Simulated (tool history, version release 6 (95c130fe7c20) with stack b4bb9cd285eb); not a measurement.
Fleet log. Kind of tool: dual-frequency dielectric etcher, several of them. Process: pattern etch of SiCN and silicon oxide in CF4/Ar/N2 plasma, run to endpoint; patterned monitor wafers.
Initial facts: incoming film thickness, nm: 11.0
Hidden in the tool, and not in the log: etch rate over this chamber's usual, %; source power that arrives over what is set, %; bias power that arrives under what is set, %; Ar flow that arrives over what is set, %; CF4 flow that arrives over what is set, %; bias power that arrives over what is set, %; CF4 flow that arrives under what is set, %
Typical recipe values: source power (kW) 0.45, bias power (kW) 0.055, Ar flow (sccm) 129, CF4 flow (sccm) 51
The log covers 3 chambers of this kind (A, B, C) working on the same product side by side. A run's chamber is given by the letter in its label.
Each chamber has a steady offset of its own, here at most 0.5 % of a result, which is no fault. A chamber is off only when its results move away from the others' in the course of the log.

run	day	source power (kW)	bias power (kW)	Ar flow (sccm)	CF4 flow (sccm)	hours since the last wet clean	hours since the last source power generator calibration	hours since the last bias power generator calibration	hours since the last Ar flow controller change	hours since the last CF4 flow controller change	endpoint time (s)
1B	0.567	0.45	0.055	129	51	151.4	5297.5	3409.3	677.1	1267.9	15.503
2C	0.933	0.45	0.055	129	51	235	2198.6	2621.3	1704.8	4121.4	15.296
3A	1.433	0.45	0.055	129	51	585.4	1737.7	1281.7	216.9	2147	15.616
4C	2.058	0.45	0.055	129	51	262	2225.6	2648.3	1731.8	4148.4	15.386
# day 2.388: chamber C: Ar flow controller replaced
5A	2.688	0.45	0.055	129	51	615.5	1767.8	1311.8	247	2177.1	15.588
6B	3.042	0.45	0.055	154	61	210.8	5356.9	3468.7	736.5	1327.3	15.532
7C	3.35	0.45	0.055	154	61	293	2256.6	2679.3	23.1	4179.4	15.166
8B	3.9	0.45	0.055	154	61	231.4	5377.5	3489.3	757.1	1347.9	15.645
# day 4.225: chamber A: wet clean of the chamber
9A	4.529	0.45	0.055	129	51	7.4	1812	1356	291.2	2221.3	15.44
10A	4.904	0.35	0.055	129	51	16.4	1821	1365	300.2	2230.3	19.216
11C	5.212	0.35	0.055	129	51	337.7	2301.3	2724	67.8	4224.1	19.387
# day 5.579: chamber C: wet clean of the chamber
12B	5.646	0.35	0.055	129	51	273.3	5419.4	3531.2	799	1389.8	19.222
# day 5.875: chamber B: source power generator calibrated
13A	5.929	0.45	0.055	129	51	41	1845.6	1389.6	324.8	2254.9	15.619
14B	6.262	0.45	0.059	101	51	288.1	9.4	3546	813.8	1404.6	14.405
15C	6.588	0.45	0.059	101	51	24.3	2334.3	2757	100.8	4257.1	14.586
16A	7	0.45	0.059	101	51	66.7	1871.3	1415.3	350.5	2280.6	14.644
17C	7.458	0.45	0.055	129	51	45.2	2355.2	2777.9	121.7	4278	15.476
18B	7.975	0.45	0.055	129	51	329.2	50.5	3587.1	854.9	1445.7	15.568
19C	8.483	0.45	0.055	129	51	69.8	2379.8	2802.5	146.3	4302.6	15.581
20A	9.062	0.45	0.055	129	57	116.2	1920.8	1464.8	400	2330.1	15.52
21B	9.475	0.45	0.055	129	57	365.2	86.5	3623.1	890.9	1481.7	14.965
22A	9.867	0.45	0.055	129	57	135.5	1940.1	1484.1	419.3	2349.4	15.201
23B	10.204	0.45	0.055	129	51	382.7	104	3640.6	908.4	1499.2	15.516
24C	10.75	0.45	0.055	129	51	124.2	2434.2	2856.9	200.7	4357	15.504
25C	11.133	0.45	0.055	129	51	133.4	2443.4	2866.1	209.9	4366.2	15.295
26B	11.475	0.45	0.055	129	51	413.2	134.5	3671.1	938.9	1529.7	15.499
27A	12.079	0.45	0.055	129	51	188.6	1993.2	1537.2	472.4	2402.5	15.339
28B	12.667	0.45	0.067	129	40	441.8	163.1	3699.7	967.5	1558.3	15.011
29A	13.133	0.45	0.067	129	40	213.9	2018.5	1562.5	497.7	2427.8	15.006
30C	13.442	0.45	0.067	129	40	188.8	2498.8	2921.5	265.3	4421.6	15.018
31B	14.021	0.45	0.055	129	51	474.3	195.6	3732.2	1000	1590.8	15.399
32A	14.483	0.45	0.055	98	39	246.3	2050.9	1594.9	530.1	2460.2	15.474
33C	15.096	0.45	0.055	98	39	228.5	2538.5	2961.2	305	4461.3	15.615
34A	15.608	0.45	0.055	98	39	273.3	2077.9	1621.9	557.1	2487.2	15.662
# day 15.708: chamber A: bias power generator calibrated
35B	16.133	0.45	0.055	129	51	525	246.3	3782.9	1050.7	1641.5	15.386
# day 16.279: chamber B: wet clean of the chamber
36C	16.429	0.45	0.055	129	51	260.5	2570.5	2993.2	337	4493.3	15.434
37B	16.904	0.45	0.055	129	51	15	264.8	3801.4	1069.2	1660	15.232
38C	17.483	0.5	0.055	154	51	285.8	2595.8	3018.5	362.3	4518.6	14.295
39A	17.9	0.5	0.055	154	51	328.3	2132.9	52.6	612.1	2542.2	14.571
40A	18.325	0.5	0.055	154	51	338.5	2143.1	62.8	622.3	2552.4	14.584
41C	18.729	0.45	0.055	109	51	315.7	2625.7	3048.4	392.2	4548.5	15.16
42B	19.342	0.45	0.055	109	51	73.5	323.3	3859.9	1127.7	1718.5	14.739

Does one chamber stand apart from the rest, does the shared gauge drift, or is all well apart from small per-chamber offsets? Give the chamber and the most likely cause, where there is one.

No chamber is off and the gauge is stable; the differences are just each chamber's small, constant offset.
